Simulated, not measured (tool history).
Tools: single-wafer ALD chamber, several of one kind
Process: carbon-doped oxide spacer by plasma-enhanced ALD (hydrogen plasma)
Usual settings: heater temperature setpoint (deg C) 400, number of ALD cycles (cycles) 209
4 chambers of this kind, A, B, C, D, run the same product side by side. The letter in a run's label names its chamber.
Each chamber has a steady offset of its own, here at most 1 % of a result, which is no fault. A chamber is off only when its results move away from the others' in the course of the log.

run     day  heater temperature setpoint (deg C)  number of ALD cycles (cycles)  hours since the last thermocouple change  read-back reference wafer on the same gauge, thickness_nm  mean film thickness on the monitor wafer (nm)
 1B   0.388                                  400                            209                                     983.8                                                     9.1048                                         10.411
 2D   0.812                                  400                            209                                      85.4                                                     9.1034                                         10.536
 3A   1.304                                  400                            209                                    1823.8                                                     9.1042                                         10.393
 4C   1.567                                  400                            209                                     771.1                                                     9.1036                                         10.447
 5B   2.062                                  400                            245                                      1024                                                     9.1057                                         12.209
 6D   2.362                                  400                            245                                     122.6                                                     9.1041                                         12.355
 7A   2.704                                  400                            245                                    1857.4                                                     9.1093                                         12.227
 8C   2.921                                  400                            245                                     803.6                                                     9.1122                                         12.235
 9C   3.408                                  400                            209                                     815.3                                                     9.1109                                          10.46
10D   3.733                                  400                            209                                     155.5                                                     9.1138                                         10.538
11B   4.088                                  400                            209                                    1072.6                                                     9.1111                                         10.437
12A   4.496                                  400                            209                                    1900.4                                                     9.1135                                         10.417
13B   4.896                                  400                            209                                      1092                                                      9.116                                         10.447
14D   5.288                                  400                            209                                     192.8                                                     9.1192                                         10.558
15A   5.608                                  400                            209                                    1927.1                                                     9.1172                                         10.437
16C   5.829                                  400                            209                                     873.4                                                     9.1181                                         10.464
17A   6.075                                  400                            209                                    1938.3                                                     9.1185                                         10.426
18C   6.321                                  400                            209                                     885.2                                                     9.1215                                         10.446
19D   6.558                                  400                            209                                     223.3                                                     9.1234                                         10.569
20B   6.883                                  411                            180                                    1139.7                                                     9.1224                                         8.7037
      6.996  -- chamber A: thermocouple changed; heater temperature recalibrated
21A   7.262                                  411                            180                                       6.4                                                     9.1239                                         8.6869
      7.508  -- chamber C: thermocouple changed; heater temperature recalibrated
22D   7.654                                  411                            180                                     249.6                                                     9.1274                                         8.7965
23C   8.083                                  411                            180                                      13.8                                                     9.1278                                         8.7246
24B   8.375                                  400                            209                                    1175.5                                                     9.1287                                         10.451
25C   8.842                                  400                            209                                        32                                                     9.1301                                          10.46
26D   9.192                                  400                            209                                     286.5                                                     9.1306                                         10.561
27B   9.592                                  400                            209                                    1204.7                                                      9.132                                         10.449
28A  10.046                                  400                            209                                      73.2                                                      9.136                                         10.444
29B    10.4                                  411                            209                                    1224.1                                                     9.1332                                           10.1
30C  10.642                                  411                            209                                      75.2                                                     9.1352                                         10.119
31A  10.954                                  411                            209                                        95                                                     9.1386                                         10.112
32D  11.242                                  411                            209                                     335.7                                                      9.137                                         10.226
33D  11.538                                  400                            209                                     342.8                                                     9.1407                                         10.572
34C  11.808                                  400                            209                                     103.2                                                     9.1413                                          10.47
35B  12.192                                  400                            209                                    1267.1                                                     9.1416                                         10.441
36A  12.483                                  400                            209                                     131.7                                                      9.143                                         10.456

Next, every chamber runs the same settings. What will each give?
37A  12.846                                  400                            209                                                                                                                                                   ?
37B  12.846                                  400                            209                                                                                                                                                   ?
37C  12.846                                  400                            209                                                                                                                                                   ?
37D  12.846                                  400                            209                                                                                                                                                   ?

run  mean film thickness on the monitor wafer (nm)
37A                                         10.482
37B                                         10.471
37C                                         10.481
37D                                         10.581

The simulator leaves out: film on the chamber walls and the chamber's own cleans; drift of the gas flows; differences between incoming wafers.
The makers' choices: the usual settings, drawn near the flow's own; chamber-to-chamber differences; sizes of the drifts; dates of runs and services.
